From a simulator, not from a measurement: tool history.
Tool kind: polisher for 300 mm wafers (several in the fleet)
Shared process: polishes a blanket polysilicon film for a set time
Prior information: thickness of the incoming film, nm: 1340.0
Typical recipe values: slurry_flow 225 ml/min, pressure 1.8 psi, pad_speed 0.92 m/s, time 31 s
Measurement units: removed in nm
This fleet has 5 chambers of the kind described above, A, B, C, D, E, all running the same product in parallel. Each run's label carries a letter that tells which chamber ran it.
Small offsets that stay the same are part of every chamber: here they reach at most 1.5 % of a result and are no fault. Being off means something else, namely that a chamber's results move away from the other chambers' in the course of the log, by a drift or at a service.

run	hour	slurry_flow	pressure	pad_speed	time	removed
# hour 5.5: chamber A: worn pad replaced by a new one
1C	7.0	225	1.8	0.92	31	131.98
# hour 9.0: chamber C: worn pad replaced by a new one
2E	19.1	225	1.8	0.92	31	131.38
3B	26.1	225	1.8	0.92	31	131.30
4D	34.1	225	1.8	0.92	31	131.35
5A	41.2	225	1.8	0.92	31	130.66
6A	54.6	225	1.8	0.92	31	130.72
# hour 61.0: chamber D: worn pad replaced by a new one
7D	63.7	225	1.8	0.92	31	128.63
8C	70.5	225	1.8	0.92	31	132.09
# hour 79.1: chamber E: worn pad replaced by a new one
9E	81.7	225	1.8	0.92	31	132.23
# hour 93.0: chamber E: head pressure recalibrated
10B	95.2	270	1.8	0.92	31	133.84
11B	103.7	270	1.8	0.92	31	133.26
12A	111.3	270	1.8	0.92	31	136.26
# hour 113.9: chamber D: head pressure recalibrated
# hour 117.7: chamber D: slurry nozzle cleaned
13E	120.7	270	1.8	0.92	31	134.17
# hour 127.1: chamber A: worn pad replaced by a new one
14D	136.1	270	1.8	0.92	31	134.42
# hour 137.1: chamber D: worn pad replaced by a new one
15C	145.9	275	1.8	0.92	25	109.24
# hour 155.0: chamber C: worn pad replaced by a new one
16C	157.7	275	1.8	0.92	25	109.44
# hour 165.3: chamber C: head pressure recalibrated
17D	172.7	275	1.8	0.92	25	109.43
18A	181.2	275	1.8	0.92	25	110.26
# hour 183.4: chamber E: worn pad replaced by a new one
19E	190.1	275	1.8	0.92	25	110.06
20B	204.7	225	1.8	0.92	31	128.77
21C	214.2	225	1.8	0.92	31	133.46
# hour 215.1: chamber D: worn pad replaced by a new one
22D	227.9	225	1.8	0.92	31	132.08
23A	238.1	225	1.8	0.92	31	131.34
# hour 242.3: chamber A: worn pad replaced by a new one
24B	249.7	225	1.8	0.92	31	126.45
25E	258.7	225	1.8	0.92	31	132.87
26B	273.4	225	1.8	0.92	31	127.58
27A	284.4	225	1.8	0.92	31	132.06
# hour 286.6: chamber E: worn pad replaced by a new one
# hour 289.6: chamber C: worn pad replaced by a new one
28E	297.2	225	2.2	1.04	31	183.83
# hour 308.5: chamber D: worn pad replaced by a new one
29C	311.5	225	2.2	1.04	31	184.40
30D	323.7	225	2.2	1.04	31	180.13
# hour 335.4: chamber D: slurry nozzle cleaned
31B	335.6	225	2.2	1.04	31	170.85
# hour 344.9: chamber B: slurry nozzle cleaned
32D	349.7	225	2.2	1.04	31	178.84
33C	360.0	300	1.8	0.92	31	136.01
# hour 368.1: chamber A: worn pad replaced by a new one
34E	369.9	300	1.8	0.92	31	135.40
35A	383.9	300	1.8	0.92	31	135.66
# hour 391.9: chamber E: worn pad replaced by a new one
36E	396.0	300	1.8	0.92	31	135.13
# hour 398.4: chamber D: worn pad replaced by a new one
37D	407.5	300	1.8	0.92	31	135.44
38C	414.5	225	1.8	0.92	39	165.26
39B	424.3	225	1.8	0.92	39	149.89
40A	433.1	225	1.8	0.92	39	167.52

Does one chamber stand apart from the rest, does the shared gauge drift, or is all well apart from small per-chamber offsets? Give the chamber and the most likely cause, where there is one.

It is chamber B that slowly wanders off from its peers.
Most likely cause: removal rate lost through wear of the pad, % = 9.29.
Not necessarily distinguishable in this log from: head's pressure below its setpoint, %.

Below are 4 candidate recipes for chamber B's next run, each the usual settings with a change, their results shown as question marks. Which of them brings B's results back in line with what the other chambers give on the usual settings?
In line means no further than this from the other chambers' mean on the usual settings: removed 3.300 nm
41B-1	444.3	220	1.5	0.92	31	?
41B-2	444.3	225	1.9	0.94	32	?
41B-3	444.3	225	1.8	0.84	31	?
41B-4	444.3	225	1.8	1.10	31	?

On the usual settings, the other chambers give on average: removed 131.460 nm
run	removed
41B-1	98.827
41B-2	132.000
41B-3	108.500
41B-4	141.530
The answer is 41B-2, which returns the chamber to within the allowed miss of the others.

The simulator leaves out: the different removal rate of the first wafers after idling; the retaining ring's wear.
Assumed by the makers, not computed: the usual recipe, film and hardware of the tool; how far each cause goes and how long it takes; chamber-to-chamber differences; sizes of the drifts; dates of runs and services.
